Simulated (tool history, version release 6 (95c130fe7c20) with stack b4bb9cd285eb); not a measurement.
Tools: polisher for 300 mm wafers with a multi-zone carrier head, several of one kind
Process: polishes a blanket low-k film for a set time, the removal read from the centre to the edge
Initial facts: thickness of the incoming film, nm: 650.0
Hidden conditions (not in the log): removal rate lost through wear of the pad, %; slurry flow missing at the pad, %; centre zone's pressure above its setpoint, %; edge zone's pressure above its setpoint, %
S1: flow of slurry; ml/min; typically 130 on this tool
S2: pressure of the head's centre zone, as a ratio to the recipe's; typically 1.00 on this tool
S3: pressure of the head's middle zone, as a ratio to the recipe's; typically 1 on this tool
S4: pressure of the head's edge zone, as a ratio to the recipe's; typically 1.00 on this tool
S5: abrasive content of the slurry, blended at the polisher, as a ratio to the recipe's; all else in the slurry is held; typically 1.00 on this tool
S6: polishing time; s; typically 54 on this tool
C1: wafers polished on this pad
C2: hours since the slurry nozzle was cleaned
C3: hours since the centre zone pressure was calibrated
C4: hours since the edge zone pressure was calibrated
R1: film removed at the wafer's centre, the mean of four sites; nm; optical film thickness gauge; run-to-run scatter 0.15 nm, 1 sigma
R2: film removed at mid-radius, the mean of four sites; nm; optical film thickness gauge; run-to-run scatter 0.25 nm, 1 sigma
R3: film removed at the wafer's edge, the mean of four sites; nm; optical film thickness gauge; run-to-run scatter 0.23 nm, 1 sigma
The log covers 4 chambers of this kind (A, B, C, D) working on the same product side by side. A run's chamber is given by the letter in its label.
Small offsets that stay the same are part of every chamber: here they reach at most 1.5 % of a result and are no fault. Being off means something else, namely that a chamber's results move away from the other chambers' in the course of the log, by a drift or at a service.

run	hour	S1	S2	S3	S4	S5	S6	C1	C2	C3	C4	R1	R2	R3
# hour 1.0: chamber A: worn pad replaced by a new one
1D	9.0	130	1.00	1	1.00	1.00	54	121	99.7	563.4	600.9	19.581	19.023	18.991
2A	20.6	130	1.00	1	1.00	1.00	54	163	272.4	588.7	324.2	19.314	19.478	19.695
3C	31.2	130	1.00	1	1.00	1.00	54	310	221.2	532.7	516.2	19.553	19.573	19.647
4B	37.7	130	1.00	1	1.00	1.00	54	1167	45.1	72.0	238.6	19.443	19.809	19.191
5A	51.0	130	1.00	1	1.00	1.00	54	415	302.8	619.1	354.6	19.368	19.142	19.511
# hour 58.5: chamber B: worn pad replaced by a new one
6D	62.1	130	1.00	1	1.00	1.00	54	562	152.8	616.5	654.0	19.570	19.022	19.609
# hour 62.6: chamber C: worn pad replaced by a new one
7C	68.5	130	1.00	1	1.00	1.00	54	49	258.5	570.0	553.5	19.361	19.560	19.547
# hour 69.9: chamber D: worn pad replaced by a new one
# hour 73.0: chamber D: edge zone pressure recalibrated
8B	74.5	130	1.00	1	1.00	1.00	54	133	81.9	108.8	275.4	19.444	19.680	19.419
9C	87.6	130	1.00	1	1.00	1.00	54	208	277.6	589.1	572.6	19.289	19.371	19.378
10A	94.9	130	1.00	1	1.00	1.00	54	780	346.7	663.0	398.5	19.492	19.080	19.907
11D	103.8	130	1.00	1	1.00	1.00	54	282	194.5	658.2	30.8	19.567	19.083	19.690
# hour 114.3: chamber C: edge zone pressure recalibrated
12B	114.9	130	1.00	1	1.00	1.00	54	469	122.3	149.2	315.8	19.648	19.355	19.369
13A	124.0	130	0.94	1	1.00	1.00	54	1022	375.8	692.1	427.6	18.289	19.630	19.294
14D	136.2	130	0.94	1	1.00	1.00	54	551	226.9	690.6	63.2	18.231	19.318	19.441
# hour 139.9: chamber C: worn pad replaced by a new one
15C	143.5	130	0.94	1	1.00	1.00	54	30	333.5	645.0	29.3	17.876	19.596	19.300
16B	154.1	130	0.94	1	1.00	1.00	54	795	161.5	188.4	355.0	18.144	19.578	19.516
# hour 155.5: chamber A: worn pad replaced by a new one
# hour 159.7: chamber D: worn pad replaced by a new one
17B	166.6	130	1.00	1	1.00	1.00	54	899	174.0	200.9	367.5	19.498	19.582	19.186
18A	176.5	130	1.00	1	1.00	1.00	54	174	428.3	744.6	480.1	19.747	19.624	19.629
19C	183.9	130	1.00	1	1.00	1.00	54	366	373.9	685.4	69.7	19.413	19.448	19.636
20D	196.4	130	1.00	1	1.00	1.00	54	305	287.1	750.8	123.4	19.461	18.848	19.026
21C	203.5	130	1.00	1	1.00	1.00	54	529	393.5	705.0	89.3	19.224	19.760	19.461
22D	212.9	130	1.00	1	1.00	1.00	54	442	303.6	767.3	139.9	19.736	18.794	19.530
# hour 220.8: chamber C: worn pad replaced by a new one
# hour 221.7: chamber B: worn pad replaced by a new one
23A	222.0	130	1.00	1	1.00	1.00	54	553	473.8	790.1	525.6	19.331	19.067	19.288
# hour 230.7: chamber D: worn pad replaced by a new one
24B	231.5	130	1.00	1	1.00	1.00	54	81	238.9	265.8	432.4	19.066	19.644	19.476
25D	241.0	130	1.00	1	1.00	1.00	54	86	331.7	795.4	168.0	19.594	19.202	19.379
26B	247.4	130	1.00	1	1.00	1.00	54	213	254.8	281.7	448.3	19.326	19.421	19.089
27C	255.8	130	1.00	1	1.00	1.00	54	291	445.8	757.3	141.6	19.357	19.273	19.679
# hour 256.5: chamber B: slurry nozzle cleaned
28A	268.5	130	1.00	1	1.00	1.00	54	939	520.3	836.6	572.1	19.609	19.593	19.384
29A	277.9	130	1.00	1	1.00	1.15	61	1017	529.7	846.0	581.5	23.257	23.193	23.771
30C	289.4	130	1.00	1	1.00	1.15	61	570	479.4	790.9	175.2	23.116	23.670	23.285
# hour 295.9: chamber A: centre zone pressure recalibrated
31B	298.2	130	1.00	1	1.00	1.15	61	636	41.7	332.5	499.1	23.265	23.058	23.306
# hour 300.6: chamber C: slurry nozzle cleaned
# hour 300.9: chamber C: worn pad replaced by a new one
32D	306.9	130	1.00	1	1.00	1.15	61	634	397.6	861.3	233.9	23.404	23.139	23.625
# hour 307.1: chamber D: worn pad replaced by a new one
# hour 311.1: chamber A: worn pad replaced by a new one
33C	316.3	130	1.00	1	1.00	1.00	54	128	15.7	817.8	202.1	19.265	19.552	19.375
34A	322.6	130	1.00	1	1.00	1.00	54	95	574.4	26.8	626.2	19.354	19.329	19.846
35D	333.1	130	1.00	1	1.00	1.00	54	216	423.8	887.5	260.1	19.278	19.443	18.965
36B	341.5	130	1.00	1	1.00	1.00	54	996	85.0	375.8	542.4	19.524	19.764	19.400
37D	355.0	130	1.00	1	1.00	1.00	54	398	445.7	909.4	282.0	19.450	18.955	19.820
38A	364.1	130	1.00	1	1.00	1.00	54	440	615.9	68.3	667.7	19.345	19.216	19.626
39C	373.3	130	1.00	1	1.00	1.00	54	602	72.7	874.8	259.1	19.486	19.530	19.589
40B	383.0	130	1.00	1	1.00	1.00	54	1341	126.5	417.3	583.9	19.246	19.877	19.248

All 4 chambers run these settings next. Forecast each chamber's results:
41A	392.6	130	1.00	1	1.05	1.00	54					?	?	?
41B	392.6	130	1.00	1	1.05	1.00	54					?	?	?
41C	392.6	130	1.00	1	1.05	1.00	54					?	?	?
41D	392.6	130	1.00	1	1.05	1.00	54					?	?	?

run	R1	R2	R3
41A	19.424	19.765	20.071
41B	19.643	19.200	19.875
41C	19.406	19.682	19.926
41D	19.791	19.225	20.069
